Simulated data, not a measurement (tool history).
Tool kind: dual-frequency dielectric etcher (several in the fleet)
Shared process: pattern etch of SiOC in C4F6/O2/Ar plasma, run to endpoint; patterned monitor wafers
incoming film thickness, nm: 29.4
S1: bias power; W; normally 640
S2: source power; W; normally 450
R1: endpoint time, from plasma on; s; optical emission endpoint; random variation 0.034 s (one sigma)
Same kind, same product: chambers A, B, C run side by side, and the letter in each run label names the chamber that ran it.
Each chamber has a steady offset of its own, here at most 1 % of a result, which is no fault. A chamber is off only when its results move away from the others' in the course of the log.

| run | hour | S1 | S2 | R1 |
|---|---|---|---|---|
|  | 1.1 | chamber A: wet clean of the chamber |
| 1A | 7.9 | 640 | 450 | 8.6885 |
| 2B | 18.5 | 640 | 450 | 8.6763 |
| 3C | 30.4 | 640 | 450 | 8.5661 |
| 4B | 45.2 | 640 | 450 | 8.6931 |
| 5A | 53.7 | 640 | 450 | 8.7068 |
| 6C | 67.6 | 640 | 450 | 8.607 |
| 7A | 75.4 | 640 | 450 | 8.6749 |
| 8B | 84 | 640 | 450 | 8.7035 |
| 9C | 93.1 | 640 | 450 | 8.6181 |
| 10B | 105.1 | 640 | 450 | 8.7025 |
| 11C | 116.9 | 640 | 450 | 8.6246 |
| 12A | 131.9 | 640 | 450 | 8.6774 |
| 13C | 143.7 | 640 | 450 | 8.6137 |
| 14A | 153.9 | 640 | 450 | 8.6067 |
| 15B | 166.9 | 640 | 450 | 8.5684 |
| 16A | 180.1 | 640 | 450 | 8.6866 |
| 17B | 192.3 | 553 | 390 | 9.4125 |
| 18C | 203.4 | 553 | 390 | 9.5598 |
| 19C | 218 | 553 | 390 | 9.5587 |
| 20A | 228.6 | 640 | 450 | 8.6104 |
| 21B | 241 | 640 | 450 | 8.5133 |
| 22B | 255.9 | 782 | 450 | 7.8799 |
| 23C | 263.3 | 782 | 450 | 8.0302 |
| 24A | 273.1 | 782 | 450 | 7.9545 |
| 25C | 280.9 | 726 | 450 | 8.1859 |
| 26A | 287.9 | 726 | 450 | 8.2379 |
| 27B | 302.1 | 726 | 450 | 8.0105 |
| 28A | 313.2 | 640 | 450 | 8.7004 |
| 29C | 327.5 | 640 | 450 | 8.5997 |
| 30B | 341.8 | 640 | 450 | 8.2892 |
| 31A | 354.7 | 640 | 450 | 8.6781 |
| 32C | 364.3 | 640 | 450 | 8.6903 |
| 33B | 377.2 | 640 | 450 | 8.369 |
| 34C | 388.1 | 640 | 450 | 8.5924 |

For the next run the whole fleet of 3 chambers uses the same settings. Give each chamber's results:
| 35A | 398.9 | 640 | 450 | ? |
| 35B | 398.9 | 640 | 450 | ? |
| 35C | 398.9 | 640 | 450 | ? |

| run | R1 |
|---|---|
| 35A | 8.65 |
| 35B | 8.2269 |
| 35C | 8.6715 |
